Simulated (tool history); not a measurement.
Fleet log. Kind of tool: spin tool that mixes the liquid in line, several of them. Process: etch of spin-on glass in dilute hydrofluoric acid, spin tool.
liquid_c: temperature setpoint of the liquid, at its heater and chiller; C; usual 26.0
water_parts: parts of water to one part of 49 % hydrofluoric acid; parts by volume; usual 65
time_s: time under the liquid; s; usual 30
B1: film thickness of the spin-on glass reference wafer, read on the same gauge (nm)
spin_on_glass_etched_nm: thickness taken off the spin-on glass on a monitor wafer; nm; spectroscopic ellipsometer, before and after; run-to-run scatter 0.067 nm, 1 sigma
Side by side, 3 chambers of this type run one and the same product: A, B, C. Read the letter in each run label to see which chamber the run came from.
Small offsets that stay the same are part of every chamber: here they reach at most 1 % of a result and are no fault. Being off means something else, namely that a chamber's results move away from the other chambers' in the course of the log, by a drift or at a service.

{"run": "1C", "day": 0.633, "liquid_c": 26.0, "water_parts": 65, "time_s": 30, "B1": 90.001, "spin_on_glass_etched_nm": 14.8}
{"run": "2A", "day": 1.067, "liquid_c": 26.0, "water_parts": 65, "time_s": 30, "B1": 89.976, "spin_on_glass_etched_nm": 14.594}
{"run": "3B", "day": 1.562, "liquid_c": 26.0, "water_parts": 65, "time_s": 30, "B1": 90.012, "spin_on_glass_etched_nm": 14.619}
{"run": "4A", "day": 2.179, "liquid_c": 26.0, "water_parts": 65, "time_s": 30, "B1": 90.009, "spin_on_glass_etched_nm": 14.462}
{"run": "5B", "day": 2.804, "liquid_c": 26.0, "water_parts": 65, "time_s": 30, "B1": 89.998, "spin_on_glass_etched_nm": 14.696}
{"run": "6C", "day": 3.238, "liquid_c": 26.0, "water_parts": 65, "time_s": 30, "B1": 89.984, "spin_on_glass_etched_nm": 14.648}
{"run": "7C", "day": 3.817, "liquid_c": 26.0, "water_parts": 65, "time_s": 30, "B1": 90.016, "spin_on_glass_etched_nm": 14.649}
{"run": "8A", "day": 4.254, "liquid_c": 26.0, "water_parts": 65, "time_s": 30, "B1": 89.976, "spin_on_glass_etched_nm": 14.495}
{"run": "9B", "day": 4.771, "liquid_c": 26.0, "water_parts": 65, "time_s": 30, "B1": 89.985, "spin_on_glass_etched_nm": 14.815}
{"run": "10A", "day": 5.108, "liquid_c": 26.0, "water_parts": 65, "time_s": 30, "B1": 89.993, "spin_on_glass_etched_nm": 14.468}
{"day": 5.412, "done": "chamber A: hydrofluoric acid flow meter replaced"}
{"run": "11B", "day": 5.492, "liquid_c": 26.0, "water_parts": 65, "time_s": 30, "B1": 90.017, "spin_on_glass_etched_nm": 14.701}
{"run": "12C", "day": 6.062, "liquid_c": 30.5, "water_parts": 65, "time_s": 30, "B1": 90.038, "spin_on_glass_etched_nm": 17.518}
{"run": "13A", "day": 6.442, "liquid_c": 30.5, "water_parts": 65, "time_s": 30, "B1": 90.056, "spin_on_glass_etched_nm": 17.444}
{"run": "14C", "day": 6.875, "liquid_c": 30.5, "water_parts": 65, "time_s": 30, "B1": 90.017, "spin_on_glass_etched_nm": 17.385}
{"day": 7.138, "done": "chamber B: thermometer replaced"}
{"run": "15B", "day": 7.433, "liquid_c": 26.0, "water_parts": 65, "time_s": 30, "B1": 90.014, "spin_on_glass_etched_nm": 14.712}
{"run": "16A", "day": 8.017, "liquid_c": 26.0, "water_parts": 65, "time_s": 30, "B1": 90.0, "spin_on_glass_etched_nm": 14.563}
{"run": "17C", "day": 8.542, "liquid_c": 26.0, "water_parts": 65, "time_s": 30, "B1": 90.0, "spin_on_glass_etched_nm": 14.561}
{"run": "18B", "day": 9.062, "liquid_c": 26.0, "water_parts": 65, "time_s": 30, "B1": 90.017, "spin_on_glass_etched_nm": 14.654}
{"run": "19A", "day": 9.521, "liquid_c": 26.0, "water_parts": 65, "time_s": 30, "B1": 89.971, "spin_on_glass_etched_nm": 14.675}
{"run": "20B", "day": 10.046, "liquid_c": 28.5, "water_parts": 80, "time_s": 30, "B1": 90.016, "spin_on_glass_etched_nm": 13.078}
{"run": "21C", "day": 10.571, "liquid_c": 28.5, "water_parts": 80, "time_s": 30, "B1": 90.009, "spin_on_glass_etched_nm": 12.644}
{"run": "22A", "day": 11.146, "liquid_c": 28.5, "water_parts": 80, "time_s": 30, "B1": 89.974, "spin_on_glass_etched_nm": 12.733}
{"run": "23C", "day": 11.646, "liquid_c": 26.0, "water_parts": 65, "time_s": 30, "B1": 90.007, "spin_on_glass_etched_nm": 14.218}
{"run": "24B", "day": 12.267, "liquid_c": 26.0, "water_parts": 65, "time_s": 30, "B1": 90.051, "spin_on_glass_etched_nm": 14.675}
{"run": "25C", "day": 12.8, "liquid_c": 26.0, "water_parts": 65, "time_s": 30, "B1": 90.035, "spin_on_glass_etched_nm": 14.319}
{"run": "26B", "day": 13.354, "liquid_c": 26.0, "water_parts": 65, "time_s": 30, "B1": 90.013, "spin_on_glass_etched_nm": 14.81}
{"run": "27A", "day": 13.7, "liquid_c": 26.0, "water_parts": 75, "time_s": 45, "B1": 90.005, "spin_on_glass_etched_nm": 18.682}
{"run": "28B", "day": 14.238, "liquid_c": 26.0, "water_parts": 75, "time_s": 45, "B1": 89.985, "spin_on_glass_etched_nm": 18.957}
{"run": "29A", "day": 14.692, "liquid_c": 26.0, "water_parts": 75, "time_s": 45, "B1": 89.943, "spin_on_glass_etched_nm": 18.561}
{"run": "30C", "day": 15.246, "liquid_c": 26.0, "water_parts": 65, "time_s": 30, "B1": 90.001, "spin_on_glass_etched_nm": 14.15}
{"run": "31A", "day": 15.588, "liquid_c": 26.0, "water_parts": 65, "time_s": 30, "B1": 90.003, "spin_on_glass_etched_nm": 14.442}
{"run": "32B", "day": 15.896, "liquid_c": 26.0, "water_parts": 65, "time_s": 30, "B1": 90.003, "spin_on_glass_etched_nm": 14.694}
{"run": "33C", "day": 16.504, "liquid_c": 26.0, "water_parts": 65, "time_s": 30, "B1": 90.018, "spin_on_glass_etched_nm": 14.089}
{"run": "34B", "day": 17.112, "liquid_c": 26.0, "water_parts": 65, "time_s": 30, "B1": 90.062, "spin_on_glass_etched_nm": 14.886}
{"run": "35A", "day": 17.588, "liquid_c": 24.0, "water_parts": 65, "time_s": 25, "B1": 90.014, "spin_on_glass_etched_nm": 11.168}

Next, every chamber runs the same settings. What will each give?
{"run": "36A", "day": 18.054, "liquid_c": 26.0, "water_parts": 90, "time_s": 30, "spin_on_glass_etched_nm": "?"}
{"run": "36B", "day": 18.054, "liquid_c": 26.0, "water_parts": 90, "time_s": 30, "spin_on_glass_etched_nm": "?"}
{"run": "36C", "day": 18.054, "liquid_c": 26.0, "water_parts": 90, "time_s": 30, "spin_on_glass_etched_nm": "?"}

run=36A spin_on_glass_etched_nm=10.2000
run=36B spin_on_glass_etched_nm=10.2980
run=36C spin_on_glass_etched_nm=9.8957
